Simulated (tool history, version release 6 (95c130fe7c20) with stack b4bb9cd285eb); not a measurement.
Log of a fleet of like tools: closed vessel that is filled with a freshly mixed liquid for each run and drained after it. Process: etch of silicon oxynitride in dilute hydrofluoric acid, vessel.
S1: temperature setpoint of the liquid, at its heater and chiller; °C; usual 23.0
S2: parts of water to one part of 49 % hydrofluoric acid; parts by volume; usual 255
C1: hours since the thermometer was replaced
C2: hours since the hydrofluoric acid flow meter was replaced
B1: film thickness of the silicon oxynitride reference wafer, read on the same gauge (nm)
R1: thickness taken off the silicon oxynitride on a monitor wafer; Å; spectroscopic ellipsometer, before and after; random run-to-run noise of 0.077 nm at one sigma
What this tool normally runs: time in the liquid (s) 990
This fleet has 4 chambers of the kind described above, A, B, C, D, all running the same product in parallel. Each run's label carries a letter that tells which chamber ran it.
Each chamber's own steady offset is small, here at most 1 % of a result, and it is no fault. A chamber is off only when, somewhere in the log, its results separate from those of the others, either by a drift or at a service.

Run 1D, hour 3.7: usual settings; C1 711.9; C2 1041.9; B1 50.073. Result: R1 115.200 Å.
Run 2C, hour 7.5: usual settings; C1 406.0; C2 817.1; B1 50.012. Result: R1 113.690 Å.
Run 3B, hour 10.1: usual settings; C1 1282.0; C2 782.0; B1 50.024. Result: R1 115.230 Å.
Run 4A, hour 12.9: usual settings; C1 2113.6; C2 247.8; B1 50.009. Result: R1 113.540 Å.
Run 5D, hour 15.7: usual settings; C1 723.9; C2 1053.9; B1 49.977. Result: R1 114.450 Å.
Run 6B, hour 19.6: usual settings; C1 1291.5; C2 791.5; B1 50.000. Result: R1 114.190 Å.
Run 7A, hour 23.3: usual settings; C1 2124.0; C2 258.2; B1 50.034. Result: R1 114.110 Å.
Run 8C, hour 27.9: usual settings but S1 21.0 °C, S2 300 parts by volume; C1 426.4; C2 837.5; B1 50.020. Result: R1 87.309 Å.
Run 9C, hour 32.8: usual settings but S1 21.0 °C, S2 300 parts by volume; C1 431.3; C2 842.4; B1 49.996. Result: R1 86.530 Å.
Run 10D, hour 35.4: usual settings but S1 21.0 °C, S2 300 parts by volume; C1 743.6; C2 1073.6; B1 49.985. Result: R1 85.692 Å.
Run 11B, hour 39.9: usual settings but S1 21.0 °C, S2 300 parts by volume; C1 1311.8; C2 811.8; B1 49.972. Result: R1 86.643 Å.
Run 12A, hour 42.5: usual settings; C1 2143.2; C2 277.4; B1 49.957. Result: R1 116.510 Å.
Run 13C, hour 46.2: usual settings; C1 444.7; C2 855.8; B1 50.036. Result: R1 115.390 Å.
Run 14B, hour 50.0: usual settings; C1 1321.9; C2 821.9; B1 50.007. Result: R1 115.410 Å.
Run 15A, hour 52.9: usual settings; C1 2153.6; C2 287.8; B1 49.995. Result: R1 113.460 Å.
Run 16D, hour 56.5: usual settings; C1 764.7; C2 1094.7; B1 50.031. Result: R1 115.790 Å.
Run 17C, hour 61.4: usual settings; C1 459.9; C2 871.0; B1 49.967. Result: R1 113.010 Å.
Run 18B, hour 66.4: usual settings; C1 1338.3; C2 838.3; B1 49.961. Result: R1 114.570 Å.
Run 19D, hour 71.1: usual settings; C1 779.3; C2 1109.3; B1 50.044. Result: R1 115.120 Å.
Run 20A, hour 75.5: usual settings; C1 2176.2; C2 310.4; B1 49.961. Result: R1 114.230 Å.
Run 21D, hour 79.6: usual settings; C1 787.8; C2 1117.8; B1 49.975. Result: R1 114.440 Å.
Run 22C, hour 82.8: usual settings; C1 481.3; C2 892.4; B1 50.035. Result: R1 111.820 Å.
Run 23A, hour 85.4: usual settings; C1 2186.1; C2 320.3; B1 49.982. Result: R1 114.370 Å.
Run 24B, hour 89.8: usual settings but S2 170 parts by volume, time in the liquid (s) 520; C1 1361.7; C2 861.7; B1 50.034. Result: R1 96.529 Å.
Run 25D, hour 94.4: usual settings but S2 170 parts by volume, time in the liquid (s) 520; C1 802.6; C2 1132.6; B1 49.989. Result: R1 96.277 Å.
Run 26A, hour 97.7: usual settings but S2 170 parts by volume, time in the liquid (s) 520; C1 2198.4; C2 332.6; B1 49.982. Result: R1 94.754 Å.
Run 27C, hour 102.8: usual settings but S2 170 parts by volume, time in the liquid (s) 520; C1 501.3; C2 912.4; B1 50.003. Result: R1 91.191 Å.
Run 28B, hour 106.3: usual settings; C1 1378.2; C2 878.2; B1 49.995. Result: R1 116.050 Å.
Run 29B, hour 109.5: usual settings; C1 1381.4; C2 881.4; B1 49.994. Result: R1 114.630 Å.
Run 30D, hour 112.9: usual settings but S1 26.0 °C; C1 821.1; C2 1151.1; B1 49.951. Result: R1 130.570 Å.
Run 31C, hour 117.8: usual settings but S1 26.0 °C; C1 516.3; C2 927.4; B1 50.005. Result: R1 123.130 Å.
Run 32A, hour 122.7: usual settings but S1 26.0 °C; C1 2223.4; C2 357.6; B1 49.982. Result: R1 130.570 Å.
Run 33B, hour 125.8: usual settings but S1 26.0 °C; C1 1397.7; C2 897.7; B1 50.029. Result: R1 130.500 Å.
Run 34D, hour 128.9: usual settings but S1 27.5 °C, S2 215 parts by volume; C1 837.1; C2 1167.1; B1 50.018. Result: R1 170.550 Å.
Run 35C, hour 132.4: usual settings but S1 27.5 °C, S2 215 parts by volume; C1 530.9; C2 942.0; B1 50.030. Result: R1 157.980 Å.
Run 36A, hour 135.9: usual settings but S1 27.5 °C, S2 215 parts by volume; C1 2236.6; C2 370.8; B1 49.999. Result: R1 170.810 Å.
Run 37B, hour 140.2: usual settings but S1 27.5 °C, S2 215 parts by volume; C1 1412.1; C2 912.1; B1 50.035. Result: R1 171.680 Å.
Run 38C, hour 144.6: usual settings; C1 543.1; C2 954.2; B1 50.022. Result: R1 106.020 Å.
Run 39D, hour 148.0: usual settings but S2 170 parts by volume, time in the liquid (s) 1190; C1 856.2; C2 1186.2; B1 50.016. Result: R1 220.080 Å.
Run 40A, hour 152.2: usual settings but S2 170 parts by volume, time in the liquid (s) 1190; C1 2252.9; C2 387.1; B1 50.020. Result: R1 220.060 Å.
Run 41D, hour 156.6: usual settings but S2 170 parts by volume, time in the liquid (s) 1190; C1 864.8; C2 1194.8; B1 50.004. Result: R1 218.570 Å.

Next, all 4 chambers run the settings below, one line each with question marks for the results. What does each chamber give?
Run 42A, hour 160.3: usual settings. Result: R1 ?.
Run 42B, hour 160.3: usual settings. Result: R1 ?.
Run 42C, hour 160.3: usual settings. Result: R1 ?.
Run 42D, hour 160.3: usual settings. Result: R1 ?.

run       R1
42A  114.520
42B  115.220
42C  104.510
42D  113.910
